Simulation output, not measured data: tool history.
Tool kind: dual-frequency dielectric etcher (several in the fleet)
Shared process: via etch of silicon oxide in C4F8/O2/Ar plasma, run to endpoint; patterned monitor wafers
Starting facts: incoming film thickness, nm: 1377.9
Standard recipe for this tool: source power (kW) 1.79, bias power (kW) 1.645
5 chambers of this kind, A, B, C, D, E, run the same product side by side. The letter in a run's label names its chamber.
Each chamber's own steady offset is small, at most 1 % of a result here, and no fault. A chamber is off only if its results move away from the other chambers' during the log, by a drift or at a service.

run,hour,source power (kW),bias power (kW),endpoint time (s)
1A,4.8,1.79,1.645,297.22
2E,7.8,1.79,1.645,297.85
3D,10.9,1.79,1.645,298.96
4B,16,1.79,1.645,301.08
5C,20.5,1.79,1.457,307.11
6E,25.6,1.79,1.457,306.54
# hour 27.3: chamber B: wet clean of the chamber
7C,29.2,1.79,1.457,307.23
8D,33.1,1.79,1.457,312.01
9A,36.5,1.79,1.457,307.54
10B,40.7,1.79,1.645,301.79
11B,43,1.79,1.645,301.3
12E,48,1.79,1.645,297.46
13D,50.5,1.79,1.645,302.11
14C,54.4,1.79,1.645,297.28
15A,58.2,1.79,1.645,297.77
16E,60.6,1.43,1.781,317.93
17B,64.9,1.43,1.781,320.88
18D,69.8,1.43,1.781,321.16
19A,72.5,1.43,1.781,319.26
20C,75.3,1.43,1.781,319.77
21D,77.9,1.79,1.645,300.41
22A,81,1.79,1.645,298.34
23E,84.3,1.79,1.645,297.52
24B,88.6,1.79,1.645,299.37
25C,91.5,1.79,1.645,295.74
# hour 96.4: chamber C: wet clean of the chamber
26A,96.7,1.79,1.645,297.22
# hour 99: chamber D: wet clean of the chamber
27C,101,1.99,1.357,291.07
28B,106.1,1.99,1.357,302.08
29D,110,1.99,1.357,305.34
30E,113.5,1.99,1.357,298.97
31D,118.5,1.99,1.357,302.64
32A,122.5,1.79,1.78,291.26
33E,125.9,1.79,1.78,291
34C,129.5,1.79,1.78,281.16
35B,133.4,1.79,1.78,295.58
36D,137.8,1.79,1.78,296.61
37A,140.5,1.79,1.645,300.2
38B,143.8,1.79,1.645,299.26
39E,148.9,1.79,1.645,297.01

All 5 chambers run these settings next. Forecast each chamber's results:
40A,152.7,1.79,1.645,?
40B,152.7,1.79,1.645,?
40C,152.7,1.79,1.645,?
40D,152.7,1.79,1.645,?
40E,152.7,1.79,1.645,?

run,endpoint time (s)
40A,296.38
40B,300.94
40C,289.52
40D,301.4
40E,297.3
